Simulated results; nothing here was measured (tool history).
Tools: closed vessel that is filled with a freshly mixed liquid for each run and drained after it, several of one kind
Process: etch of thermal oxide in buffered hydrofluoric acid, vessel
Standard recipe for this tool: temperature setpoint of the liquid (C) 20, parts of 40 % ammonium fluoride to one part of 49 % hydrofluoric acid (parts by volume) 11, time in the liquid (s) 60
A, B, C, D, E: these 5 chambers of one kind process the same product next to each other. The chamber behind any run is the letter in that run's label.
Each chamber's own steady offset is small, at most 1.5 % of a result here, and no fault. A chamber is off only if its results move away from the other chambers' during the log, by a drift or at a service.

run   hour  temperature setpoint of the liquid (C)  parts of 40 % ammonium fluoride to one part of 49 % hydrofluoric acid (parts by volume)  time in the liquid (s)  read-back film thickness of the thermal oxide reference wafer, read on the same gauge (nm)  thickness taken off the thermal oxide on a monitor wafer (Å)
 1E   12.7                                      20                                                                                       11                      60                                                                                         120                                                        516.87
 2A   21.4                                      20                                                                                       11                      60                                                                                      120.03                                                        520.99
      24.7  -- chamber D: hydrofluoric acid flow meter replaced
 3D   30.2                                      20                                                                                       11                      60                                                                                      119.98                                                        526.52
 4C   37.8                                      20                                                                                       11                      60                                                                                      120.04                                                        514.24
 5B   45.3                                      20                                                                                       11                      60                                                                                         120                                                        521.05
 6C   54.4                                      20                                                                                       11                      60                                                                                      119.97                                                        516.69
 7A   66.6                                      20                                                                                       11                      60                                                                                      120.04                                                        524.08
 8D   73.8                                      20                                                                                       11                      60                                                                                      119.99                                                        521.95
 9B   79.5                                      20                                                                                       11                      60                                                                                      120.01                                                        522.02
10E   90.1                                      17                                                                                        8                      60                                                                                      120.01                                                        579.96
      90.4  -- chamber D: thermometer replaced
11B   97.9                                      17                                                                                        8                      60                                                                                      120.01                                                         591.2
12A  104.6                                      17                                                                                        8                      60                                                                                         120                                                        587.13
13C  115.6                                      17                                                                                        8                      60                                                                                      120.04                                                        577.17
14E  127.7                                      17                                                                                        8                      60                                                                                         120                                                        591.65
     134.9  -- chamber A: thermometer replaced
15D  136.3                                      20                                                                                       11                      60                                                                                      119.97                                                         520.2
16E  145.5                                      20                                                                                       11                      60                                                                                      120.01                                                        516.76
17C  158.2                                      20                                                                                        9                      60                                                                                      120.02                                                        603.05
18D  164.4                                      20                                                                                        9                      60                                                                                         120                                                        612.99
19B  173.5                                      20                                                                                        9                      60                                                                                      119.96                                                        606.79
20A  185.3                                      20                                                                                        9                      60                                                                                      120.01                                                         609.9
21E  193.6                                      20                                                                                        9                      60                                                                                      119.99                                                        607.45
22B  201.5                                      20                                                                                       11                      60                                                                                         120                                                         526.8
23C  208.5                                      20                                                                                       11                      60                                                                                      120.04                                                        511.77
24A    220                                      20                                                                                       11                      60                                                                                      120.01                                                        518.67
25D  229.1                                      20                                                                                       11                      60                                                                                      120.01                                                        524.21
26D  237.6                                      20                                                                                       11                      60                                                                                      120.02                                                        524.04
27E  249.2                                      20                                                                                       11                      60                                                                                      120.01                                                        519.56
28B  257.1                                      20                                                                                       13                      60                                                                                      119.98                                                         444.9
29C  262.9                                      20                                                                                       13                      60                                                                                      120.01                                                        437.43
30A  272.7                                      20                                                                                       13                      60                                                                                      119.98                                                        439.67
31D  280.8                                      20                                                                                       13                      60                                                                                      119.98                                                        441.08
32B  287.9                                      20                                                                                       13                      60                                                                                      120.01                                                        443.87
33E  295.1                                      20                                                                                       11                      60                                                                                      120.06                                                        526.98
     299.4  -- chamber B: thermometer replaced
34C  306.1                                      20                                                                                       11                      60                                                                                      120.04                                                        517.11
35A  313.6                                      20                                                                                       11                      60                                                                                      119.99                                                        512.69
36B  322.6                                      20                                                                                       11                      60                                                                                      119.99                                                        516.17
37E    331                                      20                                                                                       11                      60                                                                                      120.01                                                        520.94
38A  336.9                                      20                                                                                       11                      60                                                                                      120.04                                                        517.51
39C  348.1                                      20                                                                                       11                      60                                                                                      119.98                                                        515.01

Is one chamber out of step, is the gauge drifting, or do the chambers differ by no more than their own small offsets? For an off chamber, give its letter and the likeliest cause.

Beyond each chamber's small constant offset nothing stands out, and the gauge stays steady.
